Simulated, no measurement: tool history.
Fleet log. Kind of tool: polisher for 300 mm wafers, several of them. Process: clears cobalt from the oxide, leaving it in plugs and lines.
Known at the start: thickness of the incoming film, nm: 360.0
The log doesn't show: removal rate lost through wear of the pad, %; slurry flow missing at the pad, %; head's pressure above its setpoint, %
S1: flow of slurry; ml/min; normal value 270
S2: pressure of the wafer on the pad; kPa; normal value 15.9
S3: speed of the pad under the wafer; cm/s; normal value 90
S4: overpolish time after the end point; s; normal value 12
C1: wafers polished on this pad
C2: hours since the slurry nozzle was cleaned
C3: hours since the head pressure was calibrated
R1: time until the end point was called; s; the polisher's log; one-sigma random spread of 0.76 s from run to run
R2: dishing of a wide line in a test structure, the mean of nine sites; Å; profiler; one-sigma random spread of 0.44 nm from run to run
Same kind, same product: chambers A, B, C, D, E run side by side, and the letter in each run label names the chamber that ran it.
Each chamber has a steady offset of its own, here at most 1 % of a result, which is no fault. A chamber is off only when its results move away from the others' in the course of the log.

Run 1B, day 0.217: usual settings; C1 361; C2 762.9; C3 737.1. Result: R1 62.159 s, R2 420.51 Å.
At day 0.371: chamber C: worn pad replaced by a new one.
Run 2E, day 0.488: usual settings; C1 566; C2 232.6; C3 852. Result: R1 61.643 s, R2 423.72 Å.
At day 0.742: chamber E: worn pad replaced by a new one.
Run 3C, day 0.758: usual settings; C1 104; C2 358.3; C3 1059.2. Result: R1 65.721 s, R2 414.18 Å.
Run 4A, day 0.938: usual settings; C1 698; C2 366.1; C3 371.2. Result: R1 63.803 s, R2 413.17 Å.
Run 5D, day 1.283: usual settings; C1 810; C2 402.3; C3 573.6. Result: R1 63.773 s, R2 421.37 Å.
Run 6E, day 1.625: usual settings; C1 236; C2 259.9; C3 879.3. Result: R1 62.146 s, R2 424.19 Å.
Run 7D, day 1.892: usual settings; C1 973; C2 416.9; C3 588.2. Result: R1 64.309 s, R2 414.57 Å.
Run 8A, day 2.208: usual settings; C1 1038; C2 396.6; C3 401.7. Result: R1 62.352 s, R2 427.51 Å.
At day 2.308: chamber B: slurry nozzle cleaned.
Run 9C, day 2.5: usual settings; C1 570; C2 400.1; C3 1101. Result: R1 62.549 s, R2 419.33 Å.
At day 2.612: chamber B: worn pad replaced by a new one.
Run 10B, day 2.825: usual settings; C1 57; C2 12.5; C3 799.7. Result: R1 62.498 s, R2 420.54 Å.
At day 2.888: chamber C: worn pad replaced by a new one.
Run 11B, day 3.079: usual settings but S1 310 ml/min; C1 125; C2 18.6; C3 805.8. Result: R1 62.493 s, R2 421.82 Å.
Run 12D, day 3.3: usual settings but S1 310 ml/min; C1 1351; C2 450.7; C3 622. Result: R1 62.543 s, R2 411.3 Å.
At day 3.308: chamber E: worn pad replaced by a new one.
Run 13E, day 3.479: usual settings but S1 310 ml/min; C1 46; C2 304.4; C3 923.8. Result: R1 62.915 s, R2 426.51 Å.
Run 14C, day 3.875: usual settings but S1 310 ml/min; C1 264; C2 433.1; C3 1134. Result: R1 62.47 s, R2 421.24 Å.
At day 4.108: chamber A: worn pad replaced by a new one.
Run 15A, day 4.188: usual settings but S1 310 ml/min; C1 21; C2 444.1; C3 449.2. Result: R1 61.484 s, R2 422.43 Å.
Run 16B, day 4.412: usual settings; C1 482; C2 50.6; C3 837.8. Result: R1 62.681 s, R2 423.59 Å.
Run 17C, day 4.738: usual settings; C1 495; C2 453.8; C3 1154.7. Result: R1 62.989 s, R2 428.71 Å.
Run 18A, day 4.938: usual settings; C1 222; C2 462.1; C3 467.2. Result: R1 64.033 s, R2 411.52 Å.
Run 19D, day 5.233: usual settings; C1 1869; C2 497.1; C3 668.4. Result: R1 65.907 s, R2 408.16 Å.
Run 20E, day 5.583: usual settings; C1 609; C2 354.9; C3 974.3. Result: R1 63.165 s, R2 428.27 Å.
Run 21E, day 5.838: usual settings but S1 230 ml/min, S4 7 s; C1 677; C2 361; C3 980.4. Result: R1 62.564 s, R2 289.61 Å.
At day 5.9: chamber C: worn pad replaced by a new one.
At day 6.008: chamber E: worn pad replaced by a new one.
Run 22B, day 6.075: usual settings but S1 230 ml/min, S4 7 s; C1 928; C2 90.5; C3 877.7. Result: R1 63.519 s, R2 292.72 Å.
Run 23A, day 6.279: usual settings but S1 230 ml/min, S4 7 s; C1 581; C2 494.3; C3 499.4. Result: R1 65.054 s, R2 294.3 Å.
Run 24D, day 6.667: usual settings but S1 230 ml/min, S4 7 s; C1 2253; C2 531.5; C3 702.8. Result: R1 67.606 s, R2 281.32 Å.
At day 6.733: chamber B: worn pad replaced by a new one.
Run 25C, day 7.021: usual settings but S1 230 ml/min, S4 7 s; C1 300; C2 508.6; C3 1209.5. Result: R1 66.279 s, R2 295.05 Å.
Run 26D, day 7.342: usual settings; C1 2433; C2 547.7; C3 719. Result: R1 68.445 s, R2 411.61 Å.
Run 27B, day 7.679: usual settings; C1 254; C2 129; C3 916.2. Result: R1 63.325 s, R2 416.79 Å.
At day 7.992: chamber C: slurry nozzle cleaned.
Run 28C, day 8.038: usual settings; C1 572; C2 1.1; C3 1233.9. Result: R1 62.884 s, R2 425.09 Å.
At day 8.262: chamber C: worn pad replaced by a new one.
Run 29A, day 8.4: usual settings; C1 1150; C2 545.2; C3 550.3. Result: R1 61.982 s, R2 434.43 Å.
At day 8.588: chamber E: worn pad replaced by a new one.
Run 30E, day 8.667: usual settings; C1 21; C2 428.9; C3 1048.3. Result: R1 63.301 s, R2 421.67 Å.
At day 8.9: chamber D: head pressure recalibrated.
Run 31D, day 8.962: usual settings; C1 2868; C2 586.6; C3 1.6. Result: R1 68.847 s, R2 395.83 Å.
Run 32C, day 9.229: usual settings; C1 259; C2 29.7; C3 1262.5. Result: R1 63.697 s, R2 425.65 Å.
Run 33B, day 9.625: usual settings; C1 775; C2 175.7; C3 962.9. Result: R1 62.889 s, R2 422.42 Å.

The same settings go to every chamber for the next run, one line per chamber below. Forecast the results for each:
Run 34A, day 9.917: usual settings. Result: R1 ?, R2 ?.
Run 34B, day 9.917: usual settings. Result: R1 ?, R2 ?.
Run 34C, day 9.917: usual settings. Result: R1 ?, R2 ?.
Run 34D, day 9.917: usual settings. Result: R1 ?, R2 ?.
Run 34E, day 9.917: usual settings. Result: R1 ?, R2 ?.

run      R1      R2
34A   61.86  418.84
34B  64.435  421.46
34C  64.279  415.06
34D  71.776  408.78
34E  62.532  422.99

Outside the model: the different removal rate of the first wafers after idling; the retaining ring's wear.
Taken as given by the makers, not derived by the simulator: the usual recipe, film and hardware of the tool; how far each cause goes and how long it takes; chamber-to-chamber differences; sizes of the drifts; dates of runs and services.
